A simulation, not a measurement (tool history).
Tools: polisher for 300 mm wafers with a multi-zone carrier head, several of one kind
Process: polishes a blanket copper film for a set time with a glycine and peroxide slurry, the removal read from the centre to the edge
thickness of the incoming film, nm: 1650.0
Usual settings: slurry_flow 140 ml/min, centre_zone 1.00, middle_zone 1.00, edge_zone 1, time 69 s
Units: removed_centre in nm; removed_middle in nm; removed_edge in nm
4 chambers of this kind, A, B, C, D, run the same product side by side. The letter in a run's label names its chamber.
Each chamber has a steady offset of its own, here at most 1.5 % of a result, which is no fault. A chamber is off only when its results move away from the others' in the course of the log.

| run | hour | slurry_flow | centre_zone | middle_zone | edge_zone | time | removed_centre | removed_middle | removed_edge |
|---|---|---|---|---|---|---|---|---|---|
| 1C | 5.1 | 140 | 1.00 | 1.00 | 1 | 69 | 314.27 | 311.16 | 308.90 |
|  | 7.7 | chamber D: worn pad replaced by a new one |
| 2B | 10.6 | 140 | 1.00 | 1.00 | 1 | 69 | 303.15 | 307.81 | 305.23 |
| 3D | 20.7 | 140 | 1.00 | 1.00 | 1 | 69 | 310.14 | 313.74 | 305.37 |
|  | 21.3 | chamber A: worn pad replaced by a new one |
| 4A | 26.0 | 140 | 1.00 | 1.00 | 1 | 69 | 311.22 | 308.95 | 311.86 |
| 5D | 35.9 | 140 | 1.00 | 1.00 | 1 | 89 | 395.60 | 390.94 | 389.21 |
| 6C | 40.6 | 140 | 1.00 | 1.00 | 1 | 89 | 395.18 | 395.48 | 396.10 |
| 7A | 49.5 | 140 | 1.00 | 1.00 | 1 | 89 | 397.17 | 395.96 | 398.93 |
| 8B | 57.9 | 140 | 1.00 | 1.00 | 1 | 89 | 398.07 | 390.57 | 383.09 |
|  | 59.0 | chamber B: worn pad replaced by a new one |
| 9D | 65.5 | 140 | 1.06 | 1.00 | 1 | 52 | 246.64 | 227.02 | 232.66 |
|  | 66.1 | chamber D: worn pad replaced by a new one |
|  | 69.6 | chamber A: slurry nozzle cleaned |
| 10C | 75.4 | 140 | 1.06 | 1.00 | 1 | 52 | 241.41 | 225.70 | 222.96 |
| 11A | 83.5 | 140 | 1.06 | 1.00 | 1 | 52 | 245.31 | 233.77 | 231.47 |
| 12B | 90.6 | 140 | 1.06 | 1.00 | 1 | 52 | 252.34 | 230.90 | 230.79 |
|  | 96.6 | chamber A: worn pad replaced by a new one |
| 13C | 100.0 | 140 | 1.00 | 1.00 | 1 | 69 | 301.66 | 291.68 | 295.63 |
| 14A | 107.3 | 140 | 1.00 | 1.00 | 1 | 69 | 308.67 | 312.02 | 309.04 |
| 15D | 114.5 | 140 | 1.00 | 1.00 | 1 | 69 | 305.62 | 302.90 | 302.91 |
|  | 117.8 | chamber D: worn pad replaced by a new one |
| 16B | 124.6 | 110 | 1.00 | 1.11 | 1 | 69 | 286.28 | 323.01 | 288.17 |
|  | 130.1 | chamber B: worn pad replaced by a new one |
| 17C | 134.8 | 110 | 1.00 | 1.11 | 1 | 69 | 271.57 | 293.20 | 275.89 |
| 18D | 143.1 | 110 | 1.00 | 1.11 | 1 | 69 | 291.52 | 315.21 | 295.35 |
| 19B | 152.3 | 110 | 1.00 | 1.11 | 1 | 69 | 289.23 | 324.94 | 295.60 |
| 20A | 159.9 | 140 | 1.00 | 1.00 | 1 | 69 | 311.42 | 307.92 | 301.85 |
|  | 165.6 | chamber A: worn pad replaced by a new one |
| 21C | 168.2 | 140 | 1.00 | 1.00 | 1 | 69 | 282.19 | 280.11 | 281.15 |
|  | 168.3 | chamber D: worn pad replaced by a new one |
| 22D | 173.0 | 140 | 1.00 | 1.00 | 1 | 69 | 310.19 | 307.18 | 306.38 |
| 23A | 180.1 | 125 | 1.11 | 1.00 | 1 | 69 | 333.10 | 305.28 | 297.47 |
| 24B | 185.2 | 125 | 1.11 | 1.00 | 1 | 69 | 335.07 | 299.94 | 293.67 |

What goes on in this fleet: one chamber off, a drifting gauge, or nothing beyond the chambers' own small offsets? Name the chamber and the cause, if any.

Chamber C drifts away from the others.
Cause: removal rate lost through wear of the pad, % = 10.8.
The log may not tell that from: slurry flow missing at the pad, %.

Here are 4 candidates for chamber C's next run, each the usual settings with a change, their results left as question marks. Which one brings its results back in line with what the others give on the usual settings?
In line means no further than this from the other chambers' mean on the usual settings: removed_centre 9.50 nm; removed_middle 9.30 nm; removed_edge 9.50 nm
| 25C-1 | 192.7 | 135 | 1.00 | 1.00 | 0.99 | 58 | ? | ? | ? |
| 25C-2 | 192.7 | 140 | 0.99 | 1.01 | 1.01 | 77 | ? | ? | ? |
| 25C-3 | 192.7 | 145 | 1.00 | 1.01 | 1.01 | 81 | ? | ? | ? |
| 25C-4 | 192.7 | 140 | 1.00 | 1.00 | 1.00 | 62 | ? | ? | ? |

The other chambers' mean on the usual settings: removed_centre 308.31 nm; removed_middle 307.89 nm; removed_edge 306.47 nm
| run | removed_centre | removed_middle | removed_edge |
|---|---|---|---|
| 25C-1 | 231.78 | 230.09 | 229.49 |
| 25C-2 | 307.01 | 310.57 | 309.52 |
| 25C-3 | 329.09 | 328.97 | 327.22 |
| 25C-4 | 249.89 | 247.80 | 247.94 |
25C-2 brings the chamber back in line.

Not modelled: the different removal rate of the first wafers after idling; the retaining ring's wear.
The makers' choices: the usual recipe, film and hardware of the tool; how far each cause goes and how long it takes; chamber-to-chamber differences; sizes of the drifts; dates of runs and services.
